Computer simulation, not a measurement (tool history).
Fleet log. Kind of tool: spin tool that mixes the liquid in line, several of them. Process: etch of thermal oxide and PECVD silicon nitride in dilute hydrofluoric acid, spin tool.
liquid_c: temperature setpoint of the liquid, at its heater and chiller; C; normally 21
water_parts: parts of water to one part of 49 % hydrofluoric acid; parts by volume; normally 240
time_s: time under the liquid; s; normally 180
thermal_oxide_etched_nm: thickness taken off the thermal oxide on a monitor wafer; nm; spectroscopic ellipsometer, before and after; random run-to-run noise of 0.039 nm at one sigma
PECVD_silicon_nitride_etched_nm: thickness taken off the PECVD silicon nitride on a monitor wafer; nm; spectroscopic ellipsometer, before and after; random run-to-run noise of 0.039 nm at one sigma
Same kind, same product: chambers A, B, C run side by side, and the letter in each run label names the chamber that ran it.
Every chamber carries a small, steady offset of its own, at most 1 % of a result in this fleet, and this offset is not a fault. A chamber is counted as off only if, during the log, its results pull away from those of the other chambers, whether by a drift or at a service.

run,hour,liquid_c,water_parts,time_s,hours since the thermometer was replaced,hours since the hydrofluoric acid flow meter was replaced,"read-back film thickness of the thermal oxide reference wafer, read on the same gauge (nm)","read-back film thickness of the PECVD silicon nitride reference wafer, read on the same gauge (nm)",thermal_oxide_etched_nm,PECVD_silicon_nitride_etched_nm
1B,4.1,21,240,180,785.8,476.2,120.01,89.986,2.6177,1.7772
2A,8.3,21,240,180,429.9,1107.4,120,90.004,2.6416,1.7229
3C,13.1,21,240,180,464.2,468,120.01,90.002,2.6858,1.7522
4B,17.7,21,240,180,799.4,489.8,119.99,89.997,2.6276,1.6801
5C,22.7,21,240,180,473.8,477.6,120.01,89.988,2.568,1.6484
6A,25.3,21,240,180,446.9,1124.4,119.96,89.996,2.688,1.7427
7A,30,21,240,180,451.6,1129.1,120.01,90.006,2.6171,1.6758
8C,32.7,21,240,180,483.8,487.6,119.99,90.025,2.6418,1.7055
9B,37.1,21,240,180,818.8,509.2,120,90.002,2.6313,1.6861
10B,39.9,21,240,180,821.6,512,120,89.978,2.564,1.6139
11C,44.4,21,165,180,495.5,499.3,120.01,89.983,4.1454,2.4274
12A,49.1,21,165,180,470.7,1148.2,120.02,89.989,4.2176,2.4547
13B,51.5,21,165,180,833.2,523.6,120,90.001,4.0108,2.3342
14C,56.3,21,240,180,507.4,511.2,119.98,89.994,2.6404,1.7137
15A,60.8,21,240,180,482.4,1159.9,119.98,89.998,2.7185,1.6444
16B,63.5,21,240,255,845.2,535.6,119.97,90.02,3.53,2.287
17A,66.7,21,240,255,488.3,1165.8,119.98,90.009,3.7179,2.4255
18C,71.2,21,240,255,522.3,526.1,119.99,90.009,3.7024,2.4374
19A,75.3,21,240,180,496.9,1174.4,120,89.998,2.6969,1.6944
20C,78.1,21,240,180,529.2,533,119.98,89.997,2.6074,1.7184
21B,80.7,21,240,180,862.4,552.8,120.03,89.994,2.4734,1.5237
22A,84.9,17,355,180,506.5,1184,120.02,90.012,1.3741,0.91218
23B,89.1,17,355,180,870.8,561.2,119.98,90.003,1.3458,0.80556
24C,92.4,17,355,180,543.5,547.3,120.01,89.999,1.4236,0.88517
25B,96.5,21,240,180,878.2,568.6,120.01,89.999,2.4004,1.4634
26C,100.4,21,240,180,551.5,555.3,119.99,89.995,2.6312,1.6682
27A,103.1,21,240,180,524.7,1202.2,120.01,89.985,2.64,1.6247
28B,107.4,21,240,180,889.1,579.5,120.01,90,2.3786,1.4748

Which is it: a chamber that has drifted or been left off by a service, a gauge drift common to all chambers, or only each chamber's usual small offset? If a chamber is off, name it and its likeliest cause.

Chamber B drifts away from the others.
Cause: liquid colder than its thermometer reads (K) = 2.45.

Which of the 4 candidates below, each the usual settings with something changed and its results left as question marks, puts chamber B back in line with what the other chambers give on the usual settings?
Maximum distance from the other chambers' mean on the usual settings for a result to count as in line: thermal_oxide_etched_nm 0.14 nm; PECVD_silicon_nitride_etched_nm 0.14 nm
29B-1,111.1,19.5,225,160,,,,,?,?
29B-2,111.1,24.5,265,215,,,,,?,?
29B-3,111.1,22.5,255,200,,,,,?,?
29B-4,111.1,18,215,150,,,,,?,?

The mean the other chambers reach with the usual settings: thermal_oxide_etched_nm 2.643 nm; PECVD_silicon_nitride_etched_nm 1.685 nm
run,thermal_oxide_etched_nm,PECVD_silicon_nitride_etched_nm
29B-1,2.1717,1.2308
29B-2,2.8905,1.9553
29B-3,2.6197,1.6628
29B-4,2.0243,1.089
Change 29B-3 lands the chamber within the allowed miss of the other chambers.
